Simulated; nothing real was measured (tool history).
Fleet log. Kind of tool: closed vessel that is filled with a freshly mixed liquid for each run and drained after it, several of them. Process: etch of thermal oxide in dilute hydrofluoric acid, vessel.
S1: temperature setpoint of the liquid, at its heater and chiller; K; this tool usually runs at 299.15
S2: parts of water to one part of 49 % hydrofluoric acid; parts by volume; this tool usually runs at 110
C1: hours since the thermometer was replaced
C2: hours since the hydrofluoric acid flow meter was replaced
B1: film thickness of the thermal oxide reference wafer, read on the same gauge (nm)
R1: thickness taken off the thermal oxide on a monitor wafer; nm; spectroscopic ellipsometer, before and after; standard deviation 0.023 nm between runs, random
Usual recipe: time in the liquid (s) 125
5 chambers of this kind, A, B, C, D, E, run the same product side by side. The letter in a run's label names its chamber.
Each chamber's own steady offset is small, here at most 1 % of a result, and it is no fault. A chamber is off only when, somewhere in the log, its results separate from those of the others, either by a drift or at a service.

run 1E hour=8.6 | S1=299.15 S2=110 time_in_the_liquid_(s)=125 | C1=1539.6 C2=796.4 | B1=50.001 | R1=5.9531
run 2B hour=13.2 | S1=299.15 S2=110 time_in_the_liquid_(s)=125 | C1=166.8 C2=892.3 | B1=49.986 | R1=5.9087
run 3A hour=18.5 | S1=299.15 S2=110 time_in_the_liquid_(s)=125 | C1=1120.5 C2=468.5 | B1=49.984 | R1=5.8905
run 4D hour=25.3 | S1=299.15 S2=110 time_in_the_liquid_(s)=125 | C1=2071.2 C2=823.2 | B1=50.015 | R1=5.9553
run 5C hour=33.6 | S1=299.15 S2=80 time_in_the_liquid_(s)=70 | C1=711.8 C2=54.4 | B1=50.005 | R1=4.7576
run 6A hour=38.1 | S1=299.15 S2=80 time_in_the_liquid_(s)=70 | C1=1140.1 C2=488.1 | B1=50.002 | R1=4.7072
run 7E hour=42.5 | S1=299.15 S2=80 time_in_the_liquid_(s)=70 | C1=1573.5 C2=830.3 | B1=49.996 | R1=4.7328
run 8C hour=49.4 | S1=299.15 S2=80 time_in_the_liquid_(s)=70 | C1=727.6 C2=70.2 | B1=49.984 | R1=4.7906
run 9B hour=58.4 | S1=299.15 S2=80 time_in_the_liquid_(s)=70 | C1=212 C2=937.5 | B1=50.008 | R1=4.7859
run 10D hour=65.2 | S1=299.15 S2=110 time_in_the_liquid_(s)=125 | C1=2111.1 C2=863.1 | B1=50.002 | R1=5.9212
run 11C hour=70.7 | S1=299.15 S2=110 time_in_the_liquid_(s)=125 | C1=748.9 C2=91.5 | B1=49.984 | R1=5.8862
-- hour=71.1 chamber E: hydrofluoric acid flow meter replaced
run 12E hour=78 | S1=299.15 S2=145 time_in_the_liquid_(s)=95 | C1=1609 C2=6.9 | B1=49.996 | R1=3.3186
run 13D hour=87.8 | S1=299.15 S2=145 time_in_the_liquid_(s)=95 | C1=2133.7 C2=885.7 | B1=49.989 | R1=3.307
run 14B hour=97.5 | S1=299.15 S2=145 time_in_the_liquid_(s)=95 | C1=251.1 C2=976.6 | B1=49.972 | R1=3.275
run 15A hour=101.9 | S1=299.15 S2=145 time_in_the_liquid_(s)=95 | C1=1203.9 C2=551.9 | B1=50.013 | R1=3.2659
run 16A hour=111.2 | S1=299.15 S2=145 time_in_the_liquid_(s)=95 | C1=1213.2 C2=561.2 | B1=50.006 | R1=3.2787
run 17E hour=116.5 | S1=299.15 S2=110 time_in_the_liquid_(s)=170 | C1=1647.5 C2=45.4 | B1=50.007 | R1=8.119
-- hour=116.9 chamber C: thermometer replaced
run 18B hour=125.1 | S1=299.15 S2=110 time_in_the_liquid_(s)=170 | C1=278.7 C2=1004.2 | B1=50.001 | R1=8.1397
run 19D hour=133.8 | S1=299.15 S2=110 time_in_the_liquid_(s)=170 | C1=2179.7 C2=931.7 | B1=49.962 | R1=8.1673
run 20C hour=141.7 | S1=299.15 S2=110 time_in_the_liquid_(s)=170 | C1=24.8 C2=162.5 | B1=50.011 | R1=8.023
run 21C hour=149.8 | S1=299.15 S2=110 time_in_the_liquid_(s)=170 | C1=32.9 C2=170.6 | B1=50.027 | R1=8.0668
run 22A hour=159.4 | S1=299.15 S2=110 time_in_the_liquid_(s)=125 | C1=1261.4 C2=609.4 | B1=50.002 | R1=5.9474
run 23D hour=168.6 | S1=299.15 S2=110 time_in_the_liquid_(s)=125 | C1=2214.5 C2=966.5 | B1=50.008 | R1=6.0966
run 24E hour=174.3 | S1=299.15 S2=110 time_in_the_liquid_(s)=125 | C1=1705.3 C2=103.2 | B1=49.975 | R1=5.929
run 25B hour=182.1 | S1=299.15 S2=110 time_in_the_liquid_(s)=125 | C1=335.7 C2=1061.2 | B1=49.992 | R1=5.9502
run 26A hour=191 | S1=299.15 S2=110 time_in_the_liquid_(s)=125 | C1=1293 C2=641 | B1=50.007 | R1=5.9238
run 27E hour=199.2 | S1=299.15 S2=110 time_in_the_liquid_(s)=125 | C1=1730.2 C2=128.1 | B1=50.003 | R1=5.9607
run 28B hour=205.7 | S1=299.15 S2=110 time_in_the_liquid_(s)=125 | C1=359.3 C2=1084.8 | B1=50.018 | R1=5.9236
run 29D hour=211.7 | S1=299.15 S2=110 time_in_the_liquid_(s)=125 | C1=2257.6 C2=1009.6 | B1=50.016 | R1=6.1567
run 30C hour=219.7 | S1=297.15 S2=150 time_in_the_liquid_(s)=125 | C1=102.8 C2=240.5 | B1=49.987 | R1=3.815

All 5 chambers run these settings next. Forecast each chamber's results:
run 31A hour=226.7 | S1=299.15 S2=110 time_in_the_liquid_(s)=125 | R1=?
run 31B hour=226.7 | S1=299.15 S2=110 time_in_the_liquid_(s)=125 | R1=?
run 31C hour=226.7 | S1=299.15 S2=110 time_in_the_liquid_(s)=125 | R1=?
run 31D hour=226.7 | S1=299.15 S2=110 time_in_the_liquid_(s)=125 | R1=?
run 31E hour=226.7 | S1=299.15 S2=110 time_in_the_liquid_(s)=125 | R1=?

run=31A R1=5.9183
run=31B R1=5.9114
run=31C R1=5.9102
run=31D R1=6.1779
run=31E R1=5.9918
